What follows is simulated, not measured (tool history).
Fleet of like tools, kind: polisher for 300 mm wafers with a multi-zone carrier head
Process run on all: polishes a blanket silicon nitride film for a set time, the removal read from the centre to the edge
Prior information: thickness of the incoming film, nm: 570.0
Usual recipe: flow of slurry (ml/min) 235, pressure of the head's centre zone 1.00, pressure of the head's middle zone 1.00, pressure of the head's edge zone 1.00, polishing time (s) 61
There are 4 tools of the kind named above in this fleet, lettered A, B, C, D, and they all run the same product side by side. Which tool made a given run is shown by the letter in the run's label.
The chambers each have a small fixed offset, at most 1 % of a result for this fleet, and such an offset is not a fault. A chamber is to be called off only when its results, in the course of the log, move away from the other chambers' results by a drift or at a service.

run	hour	flow of slurry (ml/min)	pressure of the head's centre zone	pressure of the head's middle zone	pressure of the head's edge zone	polishing time (s)	film removed at the wafer's centre (angstrom)	film removed at mid-radius (angstrom)	film removed at the wafer's edge (angstrom)
1D	4.6	235	1.00	1.00	1.00	61	919.79	930.07	940.25
# hour 6.8: chamber D: worn pad replaced by a new one
# hour 9.8: chamber B: worn pad replaced by a new one
2A	11.7	235	1.00	1.00	1.00	61	937.07	934.93	927.06
3C	19.4	235	1.00	1.00	1.00	61	926.66	927.70	920.26
4B	23.1	235	1.00	1.00	1.00	61	953.69	921.37	925.92
5A	31.4	235	1.00	1.00	1.00	61	936.87	925.94	921.18
6D	35.8	235	1.00	1.00	1.00	61	941.00	927.16	930.37
7B	40.8	235	1.00	1.00	1.00	61	939.43	921.16	929.96
8C	46.4	235	1.00	1.00	1.00	61	937.43	945.44	934.97
# hour 54.2: chamber C: worn pad replaced by a new one
9D	54.7	235	1.11	1.00	1.00	52	896.56	784.29	801.51
# hour 56.1: chamber C: slurry nozzle cleaned
10B	59.1	235	1.11	1.00	1.00	52	906.40	783.74	794.13
# hour 59.4: chamber D: worn pad replaced by a new one
11A	65.1	235	1.11	1.00	1.00	52	866.20	787.66	785.73
12C	72.6	235	1.11	1.00	1.00	52	897.00	775.58	796.48
13D	77.7	235	1.00	0.96	0.89	61	929.10	883.11	877.54
14C	83.1	235	1.00	0.96	0.89	61	943.39	902.02	882.00
15A	87.2	235	1.00	0.96	0.89	61	915.61	871.58	858.00
16B	95.2	235	1.00	0.96	0.89	61	928.09	893.67	871.00
# hour 95.9: chamber B: worn pad replaced by a new one
17B	99.3	235	1.00	1.00	1.00	61	948.04	911.59	931.11
18A	104.7	235	1.00	1.00	1.00	61	899.87	907.01	903.11
19D	112.4	235	1.00	1.00	1.00	61	932.63	920.39	944.91
# hour 115.8: chamber C: worn pad replaced by a new one
20C	119.8	235	1.00	1.00	1.00	61	947.57	928.55	949.38
# hour 122.2: chamber D: worn pad replaced by a new one
21B	124.0	235	1.00	1.00	1.00	61	923.56	921.69	938.68
# hour 128.1: chamber D: centre zone pressure recalibrated
22A	130.2	235	1.00	1.00	1.00	61	876.95	873.65	889.05
23C	135.6	235	1.00	1.00	1.00	61	937.32	934.88	926.89
24D	144.2	235	1.00	1.00	1.00	61	937.89	943.53	952.66
25A	152.8	235	1.00	1.00	1.00	61	875.19	883.78	873.90
# hour 159.0: chamber C: edge zone pressure recalibrated
26C	160.8	235	1.00	1.00	1.00	61	928.98	928.69	932.69
27B	167.9	235	1.00	1.00	1.00	61	933.05	903.43	934.95
# hour 171.2: chamber B: worn pad replaced by a new one
28D	172.8	235	1.00	1.00	1.00	82	1279.70	1245.10	1226.40
# hour 175.9: chamber D: worn pad replaced by a new one
# hour 176.6: chamber C: worn pad replaced by a new one
29A	177.3	235	1.00	1.00	1.00	82	1175.40	1171.10	1179.40
30C	183.7	235	1.00	1.00	1.00	82	1261.40	1261.30	1250.60
31B	192.3	235	1.00	1.00	1.00	82	1269.80	1253.40	1253.10
32D	199.3	235	1.00	1.00	1.00	61	930.89	943.80	943.37
33D	205.0	235	1.00	1.00	1.00	61	936.56	949.92	940.88
# hour 211.1: chamber B: slurry nozzle cleaned
34B	213.1	235	1.00	1.00	1.00	61	943.73	917.33	921.81
35C	218.8	235	1.00	1.00	1.00	61	939.39	907.92	940.07
36A	227.1	235	1.00	1.00	1.00	61	842.43	851.62	853.51
37D	231.1	235	1.00	1.00	1.00	61	923.15	933.76	946.94
38C	236.5	235	1.00	1.00	1.00	61	927.68	916.92	939.53
39B	242.7	235	1.00	1.00	1.00	61	942.99	930.77	918.64
40A	248.1	235	1.00	1.00	1.00	61	842.42	844.01	840.96

Next, all 4 chambers run the settings below, one line each with question marks for the results. What does each chamber give?
41A	254.2	235	1.00	1.00	1.00	61	?	?	?
41B	254.2	235	1.00	1.00	1.00	61	?	?	?
41C	254.2	235	1.00	1.00	1.00	61	?	?	?
41D	254.2	235	1.00	1.00	1.00	61	?	?	?

run	film removed at the wafer's centre (angstrom)	film removed at mid-radius (angstrom)	film removed at the wafer's edge (angstrom)
41A	834.92	843.20	837.88
41B	936.80	938.94	919.85
41C	930.80	942.88	935.64
41D	927.89	945.05	942.58

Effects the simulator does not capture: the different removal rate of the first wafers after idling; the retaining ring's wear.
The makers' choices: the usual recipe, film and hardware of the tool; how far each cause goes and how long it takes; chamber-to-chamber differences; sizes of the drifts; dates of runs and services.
